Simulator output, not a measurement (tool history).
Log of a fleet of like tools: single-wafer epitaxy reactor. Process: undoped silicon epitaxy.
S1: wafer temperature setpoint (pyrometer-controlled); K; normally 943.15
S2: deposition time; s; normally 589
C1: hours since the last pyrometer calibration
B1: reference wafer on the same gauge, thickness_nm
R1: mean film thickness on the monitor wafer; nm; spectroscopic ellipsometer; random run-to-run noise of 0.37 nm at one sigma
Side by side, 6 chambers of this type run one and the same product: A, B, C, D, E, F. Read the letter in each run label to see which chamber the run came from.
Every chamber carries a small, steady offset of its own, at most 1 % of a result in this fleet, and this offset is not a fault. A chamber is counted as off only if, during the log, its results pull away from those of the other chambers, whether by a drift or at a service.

run,day,S1,S2,C1,B1,R1
1D,0.262,943.15,589,1376.9,150.96,153.05
2A,0.796,943.15,589,1629.9,151.03,152.77
3C,1.350,943.15,589,703.2,151.02,151.83
4F,1.754,943.15,589,604.3,151.03,151.12
5E,2.283,943.15,589,321.8,150.94,152.31
6B,2.792,943.15,589,625.8,151.01,150.92
7C,3.350,943.15,589,751.2,151.01,151.90
8A,3.654,953.15,538,1698.5,151.03,171.47
9D,4.004,953.15,538,1466.7,151.04,171.40
10E,4.550,953.15,538,376.2,151.00,170.41
11B,4.983,953.15,538,678.4,151.01,169.78
12F,5.504,953.15,538,694.3,150.98,168.83
13B,5.896,953.15,538,700.3,151.00,168.91
14F,6.354,943.15,589,714.7,150.85,150.23
15A,6.733,943.15,589,1772.4,150.96,152.86
16E,7.304,943.15,589,442.3,151.03,152.03
17C,7.875,943.15,536,859.8,151.06,138.04
18D,8.429,943.15,536,1572.9,150.95,138.28
19A,8.938,943.15,536,1825.3,151.03,139.15
20E,9.333,943.15,536,491.0,151.06,138.19
21F,9.842,943.15,536,798.4,150.92,136.93
22D,10.229,943.15,536,1616.1,151.03,138.91
# day 10.325: chamber A: pyrometer calibrated
23B,10.750,955.15,690,816.8,151.04,226.63
24C,11.175,955.15,690,939.0,150.97,228.25
25E,11.450,955.15,690,541.8,151.04,227.15
26D,11.825,955.15,690,1654.4,151.02,228.24
27B,12.154,955.15,690,850.5,150.97,225.73
28F,12.667,955.15,690,866.2,151.03,224.75
29C,13.217,943.15,589,988.0,150.96,151.95
30A,13.617,943.15,589,79.1,150.92,155.25
31E,14.058,943.15,589,604.4,151.03,151.34
32C,14.508,943.15,647,1019.0,151.06,166.50
33B,14.833,943.15,647,914.8,151.01,166.89
34D,15.142,943.15,647,1734.0,151.06,167.59
35A,15.425,943.15,647,122.5,151.04,171.42
36F,15.871,943.15,647,943.1,150.93,165.35
37A,16.271,943.15,647,142.8,150.98,170.65
38C,16.679,943.15,589,1071.1,150.97,151.81
39F,17.088,943.15,589,972.3,150.91,151.09

Next, every chamber runs the same settings. What will each give?
40A,17.512,952.15,589,,,?
40B,17.512,952.15,589,,,?
40C,17.512,952.15,589,,,?
40D,17.512,952.15,589,,,?
40E,17.512,952.15,589,,,?
40F,17.512,952.15,589,,,?

run,R1
40A,187.13
40B,181.28
40C,183.80
40D,182.96
40E,182.06
40F,181.43

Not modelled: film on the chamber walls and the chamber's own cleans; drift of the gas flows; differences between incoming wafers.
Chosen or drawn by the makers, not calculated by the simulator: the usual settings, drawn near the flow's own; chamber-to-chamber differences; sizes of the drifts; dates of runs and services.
